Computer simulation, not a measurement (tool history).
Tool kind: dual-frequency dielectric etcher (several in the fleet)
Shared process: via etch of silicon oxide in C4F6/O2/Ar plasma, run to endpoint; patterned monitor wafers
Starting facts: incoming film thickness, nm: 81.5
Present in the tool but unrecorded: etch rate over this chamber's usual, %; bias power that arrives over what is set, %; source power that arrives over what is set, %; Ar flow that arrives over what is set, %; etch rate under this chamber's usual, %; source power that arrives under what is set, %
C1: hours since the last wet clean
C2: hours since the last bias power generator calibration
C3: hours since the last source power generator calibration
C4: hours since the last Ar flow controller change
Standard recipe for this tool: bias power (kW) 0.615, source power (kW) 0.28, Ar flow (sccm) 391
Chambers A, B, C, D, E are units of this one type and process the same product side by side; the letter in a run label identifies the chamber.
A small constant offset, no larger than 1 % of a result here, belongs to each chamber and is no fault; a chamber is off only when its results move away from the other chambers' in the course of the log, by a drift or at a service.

{"run": "1D", "hour": 15.1, "bias power (kW)": 0.615, "source power (kW)": 0.28, "Ar flow (sccm)": 391, "C1": 82.7, "C2": 5203.8, "C3": 1395.2, "C4": 1033.4, "endpoint time (s)": 19.274}
{"hour": 24.7, "done": "chamber D: bias power generator calibrated"}
{"run": "2E", "hour": 25.0, "bias power (kW)": 0.615, "source power (kW)": 0.28, "Ar flow (sccm)": 391, "C1": 109.1, "C2": 308.9, "C3": 3657.4, "C4": 1616.2, "endpoint time (s)": 19.442}
{"run": "3B", "hour": 38.2, "bias power (kW)": 0.615, "source power (kW)": 0.28, "Ar flow (sccm)": 391, "C1": 214.3, "C2": 392.6, "C3": 2339.3, "C4": 286.4, "endpoint time (s)": 19.623}
{"run": "4A", "hour": 50.5, "bias power (kW)": 0.615, "source power (kW)": 0.28, "Ar flow (sccm)": 391, "C1": 349.9, "C2": 1867.3, "C3": 703.2, "C4": 1323.7, "endpoint time (s)": 19.48}
{"hour": 59.9, "done": "chamber E: Ar flow controller replaced"}
{"run": "5C", "hour": 66.2, "bias power (kW)": 0.615, "source power (kW)": 0.28, "Ar flow (sccm)": 391, "C1": 416.9, "C2": 1025, "C3": 1170.4, "C4": 1347.5, "endpoint time (s)": 19.5}
{"run": "6E", "hour": 79.6, "bias power (kW)": 0.615, "source power (kW)": 0.28, "Ar flow (sccm)": 391, "C1": 163.7, "C2": 363.5, "C3": 3712, "C4": 19.8, "endpoint time (s)": 19.435}
{"run": "7B", "hour": 94.2, "bias power (kW)": 0.615, "source power (kW)": 0.28, "Ar flow (sccm)": 391, "C1": 270.3, "C2": 448.6, "C3": 2395.3, "C4": 342.4, "endpoint time (s)": 19.668}
{"run": "8D", "hour": 101.1, "bias power (kW)": 0.615, "source power (kW)": 0.28, "Ar flow (sccm)": 391, "C1": 168.7, "C2": 76.5, "C3": 1481.2, "C4": 1119.4, "endpoint time (s)": 19.378}
{"hour": 103.3, "done": "chamber A: wet clean of the chamber"}
{"run": "9C", "hour": 111.8, "bias power (kW)": 0.661, "source power (kW)": 0.22, "Ar flow (sccm)": 391, "C1": 462.5, "C2": 1070.6, "C3": 1216, "C4": 1393.1, "endpoint time (s)": 20.732}
{"run": "10A", "hour": 121.4, "bias power (kW)": 0.661, "source power (kW)": 0.22, "Ar flow (sccm)": 391, "C1": 18.1, "C2": 1938.2, "C3": 774.1, "C4": 1394.6, "endpoint time (s)": 20.619}
{"run": "11A", "hour": 133.2, "bias power (kW)": 0.661, "source power (kW)": 0.22, "Ar flow (sccm)": 391, "C1": 29.9, "C2": 1950, "C3": 785.9, "C4": 1406.4, "endpoint time (s)": 20.519}
{"hour": 143.9, "done": "chamber C: wet clean of the chamber"}
{"run": "12B", "hour": 146.0, "bias power (kW)": 0.661, "source power (kW)": 0.22, "Ar flow (sccm)": 391, "C1": 322.1, "C2": 500.4, "C3": 2447.1, "C4": 394.2, "endpoint time (s)": 20.738}
{"run": "13C", "hour": 156.8, "bias power (kW)": 0.661, "source power (kW)": 0.22, "Ar flow (sccm)": 391, "C1": 13, "C2": 1115.6, "C3": 1261, "C4": 1438.1, "endpoint time (s)": 20.708}
{"run": "14E", "hour": 167.8, "bias power (kW)": 0.615, "source power (kW)": 0.28, "Ar flow (sccm)": 391, "C1": 251.9, "C2": 451.7, "C3": 3800.2, "C4": 108, "endpoint time (s)": 19.444}
{"run": "15D", "hour": 178.6, "bias power (kW)": 0.615, "source power (kW)": 0.28, "Ar flow (sccm)": 391, "C1": 246.2, "C2": 154, "C3": 1558.7, "C4": 1196.9, "endpoint time (s)": 19.417}
{"run": "16C", "hour": 194.0, "bias power (kW)": 0.615, "source power (kW)": 0.28, "Ar flow (sccm)": 391, "C1": 50.2, "C2": 1152.8, "C3": 1298.2, "C4": 1475.3, "endpoint time (s)": 19.646}
{"run": "17A", "hour": 206.6, "bias power (kW)": 0.615, "source power (kW)": 0.28, "Ar flow (sccm)": 391, "C1": 103.3, "C2": 2023.4, "C3": 859.3, "C4": 1479.8, "endpoint time (s)": 19.625}
{"hour": 209.4, "done": "chamber E: source power generator calibrated"}
{"run": "18B", "hour": 219.4, "bias power (kW)": 0.615, "source power (kW)": 0.28, "Ar flow (sccm)": 391, "C1": 395.5, "C2": 573.8, "C3": 2520.5, "C4": 467.6, "endpoint time (s)": 19.549}
{"run": "19E", "hour": 226.1, "bias power (kW)": 0.615, "source power (kW)": 0.28, "Ar flow (sccm)": 391, "C1": 310.2, "C2": 510, "C3": 16.7, "C4": 166.3, "endpoint time (s)": 19.284}
{"run": "20D", "hour": 238.2, "bias power (kW)": 0.615, "source power (kW)": 0.28, "Ar flow (sccm)": 391, "C1": 305.8, "C2": 213.6, "C3": 1618.3, "C4": 1256.5, "endpoint time (s)": 19.432}
{"hour": 245.4, "done": "chamber B: wet clean of the chamber"}
{"run": "21A", "hour": 247.2, "bias power (kW)": 0.615, "source power (kW)": 0.28, "Ar flow (sccm)": 391, "C1": 143.9, "C2": 2064, "C3": 899.9, "C4": 1520.4, "endpoint time (s)": 19.626}
{"run": "22D", "hour": 261.8, "bias power (kW)": 0.615, "source power (kW)": 0.28, "Ar flow (sccm)": 391, "C1": 329.4, "C2": 237.2, "C3": 1641.9, "C4": 1280.1, "endpoint time (s)": 19.471}
{"run": "23C", "hour": 275.6, "bias power (kW)": 0.615, "source power (kW)": 0.28, "Ar flow (sccm)": 391, "C1": 131.8, "C2": 1234.4, "C3": 1379.8, "C4": 1556.9, "endpoint time (s)": 19.584}
{"hour": 281.9, "done": "chamber E: wet clean of the chamber"}
{"run": "24B", "hour": 286.9, "bias power (kW)": 0.615, "source power (kW)": 0.28, "Ar flow (sccm)": 391, "C1": 41.5, "C2": 641.3, "C3": 2588, "C4": 535.1, "endpoint time (s)": 20.339}
{"run": "25E", "hour": 300.5, "bias power (kW)": 0.615, "source power (kW)": 0.28, "Ar flow (sccm)": 391, "C1": 18.6, "C2": 584.4, "C3": 91.1, "C4": 240.7, "endpoint time (s)": 19.542}
{"run": "26A", "hour": 311.8, "bias power (kW)": 0.615, "source power (kW)": 0.28, "Ar flow (sccm)": 391, "C1": 208.5, "C2": 2128.6, "C3": 964.5, "C4": 1585, "endpoint time (s)": 19.507}
{"run": "27D", "hour": 322.3, "bias power (kW)": 0.615, "source power (kW)": 0.28, "Ar flow (sccm)": 391, "C1": 389.9, "C2": 297.7, "C3": 1702.4, "C4": 1340.6, "endpoint time (s)": 19.358}
{"run": "28C", "hour": 331.7, "bias power (kW)": 0.615, "source power (kW)": 0.28, "Ar flow (sccm)": 391, "C1": 187.9, "C2": 1290.5, "C3": 1435.9, "C4": 1613, "endpoint time (s)": 19.485}
{"run": "29B", "hour": 338.7, "bias power (kW)": 0.615, "source power (kW)": 0.28, "Ar flow (sccm)": 391, "C1": 93.3, "C2": 693.1, "C3": 2639.8, "C4": 586.9, "endpoint time (s)": 20.308}
{"run": "30E", "hour": 353.9, "bias power (kW)": 0.615, "source power (kW)": 0.28, "Ar flow (sccm)": 391, "C1": 72, "C2": 637.8, "C3": 144.5, "C4": 294.1, "endpoint time (s)": 19.265}
{"run": "31B", "hour": 368.5, "bias power (kW)": 0.615, "source power (kW)": 0.28, "Ar flow (sccm)": 391, "C1": 123.1, "C2": 722.9, "C3": 2669.6, "C4": 616.7, "endpoint time (s)": 20.305}
{"run": "32A", "hour": 383.9, "bias power (kW)": 0.615, "source power (kW)": 0.28, "Ar flow (sccm)": 391, "C1": 280.6, "C2": 2200.7, "C3": 1036.6, "C4": 1657.1, "endpoint time (s)": 19.573}
{"run": "33E", "hour": 397.1, "bias power (kW)": 0.615, "source power (kW)": 0.28, "Ar flow (sccm)": 391, "C1": 115.2, "C2": 681, "C3": 187.7, "C4": 337.3, "endpoint time (s)": 19.341}
{"run": "34C", "hour": 412.6, "bias power (kW)": 0.615, "source power (kW)": 0.28, "Ar flow (sccm)": 391, "C1": 268.8, "C2": 1371.4, "C3": 1516.8, "C4": 1693.9, "endpoint time (s)": 19.791}
{"run": "35D", "hour": 424.6, "bias power (kW)": 0.615, "source power (kW)": 0.28, "Ar flow (sccm)": 391, "C1": 492.2, "C2": 400, "C3": 1804.7, "C4": 1442.9, "endpoint time (s)": 19.367}
{"run": "36B", "hour": 439.5, "bias power (kW)": 0.615, "source power (kW)": 0.28, "Ar flow (sccm)": 391, "C1": 194.1, "C2": 793.9, "C3": 2740.6, "C4": 687.7, "endpoint time (s)": 20.257}
{"run": "37A", "hour": 446.3, "bias power (kW)": 0.615, "source power (kW)": 0.28, "Ar flow (sccm)": 391, "C1": 343, "C2": 2263.1, "C3": 1099, "C4": 1719.5, "endpoint time (s)": 19.412}
{"run": "38E", "hour": 455.3, "bias power (kW)": 0.615, "source power (kW)": 0.28, "Ar flow (sccm)": 391, "C1": 173.4, "C2": 739.2, "C3": 245.9, "C4": 395.5, "endpoint time (s)": 19.511}
{"run": "39D", "hour": 465.4, "bias power (kW)": 0.615, "source power (kW)": 0.28, "Ar flow (sccm)": 391, "C1": 533, "C2": 440.8, "C3": 1845.5, "C4": 1483.7, "endpoint time (s)": 19.353}
{"run": "40C", "hour": 476.2, "bias power (kW)": 0.615, "source power (kW)": 0.28, "Ar flow (sccm)": 391, "C1": 332.4, "C2": 1435, "C3": 1580.4, "C4": 1757.5, "endpoint time (s)": 19.549}
{"hour": 477.7, "done": "chamber D: wet clean of the chamber"}
{"run": "41D", "hour": 485.8, "bias power (kW)": 0.615, "source power (kW)": 0.28, "Ar flow (sccm)": 391, "C1": 8.1, "C2": 461.2, "C3": 1865.9, "C4": 1504.1, "endpoint time (s)": 19.471}
{"run": "42C", "hour": 493.8, "bias power (kW)": 0.615, "source power (kW)": 0.28, "Ar flow (sccm)": 350, "C1": 350, "C2": 1452.6, "C3": 1598, "C4": 1775.1, "endpoint time (s)": 19.327}
{"run": "43E", "hour": 505.0, "bias power (kW)": 0.615, "source power (kW)": 0.28, "Ar flow (sccm)": 350, "C1": 223.1, "C2": 788.9, "C3": 295.6, "C4": 445.2, "endpoint time (s)": 19.063}

Is one chamber out of step, is the gauge drifting, or do the chambers differ by no more than their own small offsets? For an off chamber, give its letter and the likeliest cause.

A service left chamber B off against the others.
Cause: etch rate under this chamber's usual, % = 3.48.

Which of the 4 candidates below, each the usual settings with something changed and its results left as question marks, puts chamber B back in line with what the other chambers give on the usual settings?
Allowed miss from the other chambers' usual-settings mean, per result, to count as in line: endpoint time (s) 0.31
{"run": "44B-1", "hour": 516.2, "bias power (kW)": 0.615, "source power (kW)": 0.31, "Ar flow (sccm)": 378, "endpoint time (s)": "?"}
{"run": "44B-2", "hour": 516.2, "bias power (kW)": 0.615, "source power (kW)": 0.23, "Ar flow (sccm)": 411, "endpoint time (s)": "?"}
{"run": "44B-3", "hour": 516.2, "bias power (kW)": 0.548, "source power (kW)": 0.28, "Ar flow (sccm)": 391, "endpoint time (s)": "?"}
{"run": "44B-4", "hour": 516.2, "bias power (kW)": 0.68, "source power (kW)": 0.31, "Ar flow (sccm)": 379, "endpoint time (s)": "?"}

The other chambers' mean on the usual settings: endpoint time (s) 19.443
run=44B-1 endpoint_time_(s)=19.458
run=44B-2 endpoint_time_(s)=21.872
run=44B-3 endpoint_time_(s)=21.205
run=44B-4 endpoint_time_(s)=18.703
44B-1 puts the chamber back in line with the other chambers.
